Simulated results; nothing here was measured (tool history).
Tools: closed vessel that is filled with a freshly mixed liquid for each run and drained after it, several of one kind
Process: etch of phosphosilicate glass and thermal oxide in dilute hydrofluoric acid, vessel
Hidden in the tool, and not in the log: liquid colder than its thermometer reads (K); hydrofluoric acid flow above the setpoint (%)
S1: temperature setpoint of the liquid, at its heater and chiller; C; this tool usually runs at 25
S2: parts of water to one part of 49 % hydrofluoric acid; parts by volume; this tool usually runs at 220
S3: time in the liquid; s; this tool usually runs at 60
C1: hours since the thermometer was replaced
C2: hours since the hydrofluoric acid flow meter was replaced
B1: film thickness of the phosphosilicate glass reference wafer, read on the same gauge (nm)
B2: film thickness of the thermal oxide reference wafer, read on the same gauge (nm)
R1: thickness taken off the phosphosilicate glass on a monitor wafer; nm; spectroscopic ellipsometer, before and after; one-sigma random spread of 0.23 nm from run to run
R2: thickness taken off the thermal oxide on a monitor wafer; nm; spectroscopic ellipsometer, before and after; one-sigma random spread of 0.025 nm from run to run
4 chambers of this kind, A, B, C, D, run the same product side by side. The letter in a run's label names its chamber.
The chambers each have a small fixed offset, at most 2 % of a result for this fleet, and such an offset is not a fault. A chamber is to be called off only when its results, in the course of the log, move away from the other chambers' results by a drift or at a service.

run,day,S1,S2,S3,C1,C2,B1,B2,R1,R2
1C,0.254,25,220,60,407.4,1319.3,40.001,110.01,35.572,1.0907
2A,0.442,25,220,60,1168.9,676.6,39.991,110,35.756,1.1602
3D,0.683,25,220,60,1279.1,1888.7,39.997,109.99,35.596,1.1197
4B,0.883,25,220,60,243,1067,39.997,109.97,35.423,1.0739
5C,1.058,25,220,60,426.7,1338.6,39.998,110.02,35.805,1.1004
6D,1.246,25,220,60,1292.6,1902.2,39.977,110.01,35.821,1.0996
7B,1.475,25,220,60,257.2,1081.2,40.001,110.02,35.595,1.103
8A,1.729,27,220,60,1199.8,707.5,39.987,109.99,37.86,1.2003
9B,1.975,27,220,60,269.2,1093.2,39.985,109.98,37.456,1.1994
10A,2.258,27,220,60,1212.5,720.2,39.98,110,37.896,1.2073
11D,2.458,27,220,60,1321.7,1931.3,39.995,110.01,39.17,1.2391
12C,2.746,25,220,60,467.2,1379.1,39.999,110,35.32,1.1144
13C,2.879,25,220,60,470.4,1382.3,40.011,110,35.529,1.1018
14A,3.021,25,220,60,1230.8,738.5,40.004,110.01,35.525,1.1209
15B,3.204,25,220,60,298.7,1122.7,40.005,109.99,35.279,1.0914
16D,3.346,25,220,60,1343,1952.6,39.985,109.99,35.386,1.1662
17D,3.592,25,220,60,1348.9,1958.5,39.999,110.01,36.194,1.1562
18A,3.788,25,220,60,1249.2,756.9,39.996,110.01,35.531,1.1413
19B,3.929,25,220,60,316.1,1140.1,40.002,110.01,34.809,1.1739
20C,4.154,25,220,60,501,1412.9,40.002,110,35.672,1.1623
21A,4.4,25,220,60,1263.9,771.6,40.008,110.04,35.815,1.1067
22B,4.633,25,255,35,333,1157,40.005,110,17.252,0.54983
23D,4.871,25,255,35,1379.6,1989.2,39.991,110.02,17.363,0.53683
24C,5.121,25,255,35,524.2,1436.1,39.992,110.01,17.414,0.55553
25C,5.396,25,255,35,530.8,1442.7,40.003,110.02,17.16,0.54519
26D,5.642,25,180,90,1398.1,2007.7,40.009,109.99,68.637,2.2117
27A,5.892,25,180,90,1299.7,807.4,39.981,110.03,67.53,2.196
28B,6.067,25,180,90,367.4,1191.4,40.008,110,66.611,2.0898
29C,6.358,25,180,90,553.9,1465.8,39.997,110.02,68.118,2.1605
30D,6.538,25,220,60,1419.6,2029.2,40,110,35.377,1.0947
31B,6.783,25,220,60,384.6,1208.6,40.005,110.01,35.646,1.12
32A,7.025,25,220,60,1326.9,834.6,40.021,110.03,35.24,1.1417
33C,7.188,25,220,60,573.8,1485.7,40,110.01,35.98,1.1331
34A,7.446,25,220,60,1337,844.7,39.992,110.01,35.346,1.1433
35B,7.604,25,220,60,404.3,1228.3,39.983,110,35.093,1.1137

All 4 chambers run these settings next. Forecast each chamber's results:
36A,7.825,25,220,35,,,,,?,?
36B,7.825,25,220,35,,,,,?,?
36C,7.825,25,220,35,,,,,?,?
36D,7.825,25,220,35,,,,,?,?

run,R1,R2
36A,20.591,0.67248
36B,20.541,0.64577
36C,20.813,0.67686
36D,21.079,0.65907

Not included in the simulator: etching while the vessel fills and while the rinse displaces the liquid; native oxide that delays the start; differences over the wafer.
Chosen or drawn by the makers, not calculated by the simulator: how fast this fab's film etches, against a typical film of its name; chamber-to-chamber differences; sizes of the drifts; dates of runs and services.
